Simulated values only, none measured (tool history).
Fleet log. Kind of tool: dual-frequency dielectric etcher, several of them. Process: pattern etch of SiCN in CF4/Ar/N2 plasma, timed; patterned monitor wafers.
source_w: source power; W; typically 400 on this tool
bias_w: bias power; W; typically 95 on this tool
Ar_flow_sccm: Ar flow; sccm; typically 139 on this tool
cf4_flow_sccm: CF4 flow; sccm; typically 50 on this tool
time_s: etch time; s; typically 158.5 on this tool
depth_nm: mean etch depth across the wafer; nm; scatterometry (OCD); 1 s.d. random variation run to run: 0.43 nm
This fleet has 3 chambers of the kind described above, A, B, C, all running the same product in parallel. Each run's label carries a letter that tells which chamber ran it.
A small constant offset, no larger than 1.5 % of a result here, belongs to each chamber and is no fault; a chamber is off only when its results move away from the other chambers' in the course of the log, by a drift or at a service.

run	day	source_w	bias_w	Ar_flow_sccm	cf4_flow_sccm	time_s	hours since the last wet clean	hours since the last source power generator calibration	hours since the last bias power generator calibration	hours since the last Ar flow controller change	hours since the last CF4 flow controller change	read-back reference wafer on the same gauge, depth_nm	depth_nm
# day 0.088: chamber C: wet clean of the chamber
1C	0.138	400	95	139	50	158.5	1.2	934.0	1130.1	504.8	3399.6	145.90	123.07
2A	0.333	400	95	139	50	158.5	266.3	4917.3	645.6	2268.8	520.9	145.90	123.60
3B	0.533	400	95	139	50	158.5	173.8	1305.4	2386.1	822.3	1492.1	145.90	124.03
4C	0.662	400	95	139	50	158.5	13.8	946.6	1142.7	517.4	3412.2	145.98	122.34
5B	0.929	400	95	139	50	158.5	183.3	1314.9	2395.6	831.8	1501.6	145.86	124.45
6A	1.092	400	95	139	50	158.5	284.5	4935.5	663.8	2287.0	539.1	146.13	123.67
7C	1.325	400	95	139	50	158.5	29.7	962.5	1158.6	533.3	3428.1	145.91	122.34
8A	1.454	400	95	139	50	158.5	293.2	4944.2	672.5	2295.7	547.8	146.02	123.97
9B	1.750	400	95	139	50	158.5	203.0	1334.6	2415.3	851.5	1521.3	145.97	123.90
10A	2.042	400	95	139	50	158.5	307.3	4958.3	686.6	2309.8	561.9	146.03	124.59
11B	2.254	400	95	116	50	158.5	215.1	1346.7	2427.4	863.6	1533.4	146.00	126.21
12C	2.396	400	95	116	50	158.5	55.4	988.2	1184.3	559.0	3453.8	146.01	125.94
13B	2.662	400	95	116	50	158.5	224.9	1356.5	2437.2	873.4	1543.2	146.01	127.26
14C	2.821	400	95	139	50	158.5	65.6	998.4	1194.5	569.2	3464.0	146.05	123.14
15A	2.983	400	95	139	50	158.5	329.9	4980.9	709.2	2332.4	584.5	146.04	123.87
16A	3.188	450	95	139	45	158.5	334.8	4985.8	714.1	2337.3	589.4	145.88	134.79
17C	3.362	450	95	139	45	158.5	78.6	1011.4	1207.5	582.2	3477.0	146.06	133.07
18B	3.517	450	95	139	45	158.5	245.4	1377.0	2457.7	893.9	1563.7	145.93	135.47
19C	3.671	400	95	139	50	158.5	86.0	1018.8	1214.9	589.6	3484.4	146.00	122.79
20B	3.958	400	95	139	50	158.5	256.0	1387.6	2468.3	904.5	1574.3	145.90	124.59
21A	4.171	400	95	139	50	158.5	358.4	5009.4	737.7	2360.9	613.0	145.92	124.27
22B	4.454	400	95	139	50	158.5	267.9	1399.5	2480.2	916.4	1586.2	145.97	123.64
# day 4.621: chamber A: source power generator calibrated
23C	4.733	400	95	139	50	158.5	111.5	1044.3	1240.4	615.1	3509.9	146.00	122.00
24A	5.008	400	95	139	50	158.5	378.5	9.3	757.8	2381.0	633.1	145.98	124.29
25B	5.175	400	95	139	50	158.5	285.2	1416.8	2497.5	933.7	1603.5	145.98	124.31
26A	5.450	400	95	139	50	158.5	389.1	19.9	768.4	2391.6	643.7	146.02	123.93

Each of the 3 chambers runs these same settings next. Fill in every chamber's results:
27A	5.662	400	84	139	50	158.5							?
27B	5.662	400	84	139	50	158.5							?
27C	5.662	400	84	139	50	158.5							?

run	depth_nm
27A	117.21
27B	118.06
27C	116.19

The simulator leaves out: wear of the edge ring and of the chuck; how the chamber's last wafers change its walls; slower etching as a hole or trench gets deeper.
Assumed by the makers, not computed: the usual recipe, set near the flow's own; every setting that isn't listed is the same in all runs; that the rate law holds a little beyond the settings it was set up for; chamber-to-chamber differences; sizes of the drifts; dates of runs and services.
